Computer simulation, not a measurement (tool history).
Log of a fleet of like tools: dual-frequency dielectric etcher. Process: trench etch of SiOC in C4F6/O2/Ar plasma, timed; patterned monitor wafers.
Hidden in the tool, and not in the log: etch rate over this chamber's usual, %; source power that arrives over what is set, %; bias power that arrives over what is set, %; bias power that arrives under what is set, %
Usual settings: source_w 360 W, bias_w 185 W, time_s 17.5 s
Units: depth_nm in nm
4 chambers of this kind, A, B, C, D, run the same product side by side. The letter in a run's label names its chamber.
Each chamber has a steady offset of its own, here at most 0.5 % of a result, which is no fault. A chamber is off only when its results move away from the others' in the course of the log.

run	day	source_w	bias_w	time_s	hours since the last wet clean	hours since the last source power generator calibration	hours since the last bias power generator calibration	read-back reference wafer on the same gauge, depth_nm	depth_nm
1C	0.171	360	185	17.5	83.7	4225.2	3457.3	37.196	35.354
2D	0.454	360	185	17.5	409.4	813.6	3321	37.217	35.102
3A	0.762	360	185	17.5	484.1	1816.2	1822.2	37.144	35.106
4B	0.942	360	185	17.5	452	89.7	3058.7	37.173	35.42
5B	1.125	360	185	17.5	456.4	94.1	3063.1	37.217	35.291
6A	1.288	310	185	14	496.7	1828.8	1834.8	37.212	26.971
7C	1.542	310	185	14	116.6	4258.1	3490.2	37.208	27.105
8D	1.892	310	185	14	443.9	848.1	3355.5	37.246	26.787
9B	2.088	310	185	14	479.5	117.2	3086.2	37.231	26.511
10A	2.442	360	185	17.5	524.4	1856.5	1862.5	37.197	35.198
11D	2.783	360	154	15.5	465.3	869.5	3376.9	37.188	29.316
12C	2.95	360	154	15.5	150.4	4291.9	3524	37.143	29.472
# day 3.133: chamber B: wet clean of the chamber
# day 3.175: chamber A: source power generator calibrated
13B	3.258	360	154	15.5	3.1	145.3	3114.3	37.155	29.775
14C	3.562	360	154	15.5	165.1	4306.6	3538.7	37.171	29.563
# day 3.833: chamber D: wet clean of the chamber
15D	3.842	360	185	17.5	0.2	894.9	3402.3	37.228	35.428
16A	4.167	360	185	17.5	565.8	23.9	1903.9	37.228	35.23
17B	4.346	360	211	22	29.2	171.4	3140.4	37.216	45.967
# day 4.55: chamber A: wet clean of the chamber
18A	4.629	360	211	22	1.9	35	1915	37.207	48.249
19D	4.879	360	211	22	25.1	919.8	3427.2	37.189	46.71
20C	5.15	360	211	22	203.2	4344.7	3576.8	37.246	46.962
21B	5.404	360	185	17.5	54.6	196.8	3165.8	37.205	34.981
22A	5.733	360	185	17.5	28.4	61.5	1941.5	37.206	37.116
23D	6.012	360	185	17.5	52.3	947	3454.4	37.197	35.237
24C	6.204	360	185	17.5	228.5	4370	3602.1	37.179	35.472
25D	6.367	360	185	17.5	60.8	955.5	3462.9	37.241	35.388
26A	6.546	360	185	17.5	47.9	81	1961	37.159	36.792
27C	6.738	360	185	17.5	241.3	4382.8	3614.9	37.269	35.371
28B	7.029	360	185	17.5	93.6	235.8	3204.8	37.185	35.35
29C	7.25	360	185	17.5	253.6	4395.1	3627.2	37.165	35.28
30D	7.542	360	214	14	89	983.7	3491.1	37.175	29.779
31B	7.883	360	214	14	114.1	256.3	3225.3	37.223	29.984
32A	8.133	360	214	14	86	119.1	1999.1	37.176	31.048
33C	8.488	360	214	14	283.3	4424.8	3656.9	37.231	30.014
34D	8.788	360	185	17.5	118.9	1013.6	3521	37.122	35.644
35A	9.083	360	185	17.5	108.8	141.9	2021.9	37.234	36.73
36B	9.342	360	185	17.5	149.1	291.3	3260.3	37.16	35.229
37B	9.675	360	185	17.5	157.1	299.3	3268.3	37.245	35.55

What goes on in this fleet: one chamber off, a drifting gauge, or nothing beyond the chambers' own small offsets? Name the chamber and the cause, if any.

A service left chamber A off against the others.
Cause: etch rate over this chamber's usual, % = 4.64.

Here are 4 candidates for chamber A's next run, each the usual settings with a change, their results left as question marks. Which one brings its results back in line with what the others give on the usual settings?
In line means no further than this from the other chambers' mean on the usual settings: depth_nm 0.85 nm
38A-1	9.929	360	160	17.5					?
38A-2	9.929	380	195	17.5					?
38A-3	9.929	360	141	17.5					?
38A-4	9.929	450	185	17.5					?

The other chambers' mean on the usual settings: depth_nm 35.339 nm
run	depth_nm
38A-1	35.322
38A-2	38.389
38A-3	33.985
38A-4	40.278
38A-1 brings the chamber back in line.
